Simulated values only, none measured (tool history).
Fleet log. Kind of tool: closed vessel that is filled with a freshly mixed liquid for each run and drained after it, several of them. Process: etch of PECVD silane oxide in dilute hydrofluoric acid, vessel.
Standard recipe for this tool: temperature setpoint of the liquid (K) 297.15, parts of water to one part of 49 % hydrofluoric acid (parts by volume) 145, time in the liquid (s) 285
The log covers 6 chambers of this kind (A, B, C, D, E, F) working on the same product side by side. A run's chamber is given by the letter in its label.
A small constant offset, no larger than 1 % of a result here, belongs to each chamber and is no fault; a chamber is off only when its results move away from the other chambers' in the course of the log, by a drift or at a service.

run	hour	temperature setpoint of the liquid (K)	parts of water to one part of 49 % hydrofluoric acid (parts by volume)	time in the liquid (s)	read-back film thickness of the PECVD silane oxide reference wafer, read on the same gauge (nm)	thickness taken off the PECVD silane oxide on a monitor wafer (angstrom)
1A	10.6	297.15	145	285	80.012	282.42
2E	25.9	297.15	145	285	79.995	280.53
3B	41.3	297.15	145	285	79.986	279.23
# hour 43.9: chamber C: hydrofluoric acid flow meter replaced
4F	54.3	297.15	145	285	79.981	277.94
# hour 65.1: chamber D: thermometer replaced
5D	70.0	297.15	145	285	80.016	281.41
6C	83.1	297.15	145	285	79.988	279.83
7C	92.0	297.15	145	285	79.993	275.47
8B	103.7	297.15	145	285	80.002	275.93
9E	111.5	297.15	145	285	80.009	280.66
10A	120.7	297.15	145	285	80.006	275.23
11D	136.2	297.15	145	285	79.985	280.62
12F	150.9	297.15	145	285	79.990	280.34
# hour 151.9: chamber F: hydrofluoric acid flow meter replaced
13B	165.4	297.15	145	285	79.992	280.60
14F	178.0	297.15	145	285	79.991	282.60
15D	190.3	297.15	145	285	80.016	282.22
16E	204.6	297.15	145	285	79.999	282.89
17A	216.7	297.15	145	285	79.983	268.92
# hour 222.8: chamber A: thermometer replaced
18C	231.4	297.15	145	285	80.021	279.76
19B	244.3	297.15	145	285	80.014	278.32
20C	258.6	297.15	145	285	79.977	276.35
21A	267.5	297.15	145	285	79.999	270.59
22D	274.8	297.15	145	285	80.001	279.66
23E	289.4	297.15	145	285	79.979	278.02
24F	304.4	297.15	145	285	80.007	282.40
25F	314.9	297.15	145	285	80.023	276.60
26C	326.9	297.15	145	285	79.992	272.53
27E	341.8	297.15	145	285	80.001	279.95
28A	357.3	297.15	145	285	79.999	261.90
29B	364.6	297.15	145	285	79.998	279.52
30D	375.8	297.15	145	285	80.008	282.51
31D	390.2	297.15	145	285	79.985	283.44
32B	399.8	297.15	145	285	80.018	278.83
33A	415.0	297.15	145	285	79.990	261.54
34C	430.2	297.15	145	285	79.989	274.42
35F	443.7	297.15	145	285	79.979	282.49
36E	451.2	297.15	145	285	80.029	279.92
37A	466.0	297.15	145	285	80.004	259.40
38E	479.5	297.15	145	285	80.008	278.83
39C	493.9	297.15	145	285	80.005	275.77
40F	506.9	297.15	145	285	79.994	274.71
41D	515.0	297.15	145	285	80.008	281.85
42B	524.3	292.65	145	285	79.988	236.23
43B	532.4	292.65	145	285	80.030	232.27
44A	547.2	292.65	145	285	79.993	212.04

Is one chamber out of step, is the gauge drifting, or do the chambers differ by no more than their own small offsets? For an off chamber, give its letter and the likeliest cause.

Chamber A drifts away from the others.
Most likely cause: hydrofluoric acid flow below the setpoint (%) = 9.12.

Below are 4 candidate recipes for chamber A's next run, each the usual settings with a change, their results shown as question marks. Which of them brings A's results back in line with what the other chambers give on the usual settings?
To be in line, a result may differ from the other chambers' mean on the usual settings by at most: thickness taken off the PECVD silane oxide on a monitor wafer (angstrom) 9.00
45A-1	558.6	294.65	145	285		?
45A-2	558.6	297.15	145	315		?
45A-3	558.6	297.15	145	230		?
45A-4	558.6	302.65	145	285		?

Usual-settings mean across the other chambers: thickness taken off the PECVD silane oxide on a monitor wafer (angstrom) 278.85
run	thickness taken off the PECVD silane oxide on a monitor wafer (angstrom)
45A-1	229.27
45A-2	278.66
45A-3	203.47
45A-4	307.90
The answer is 45A-2, which returns the chamber to within the allowed miss of the others.
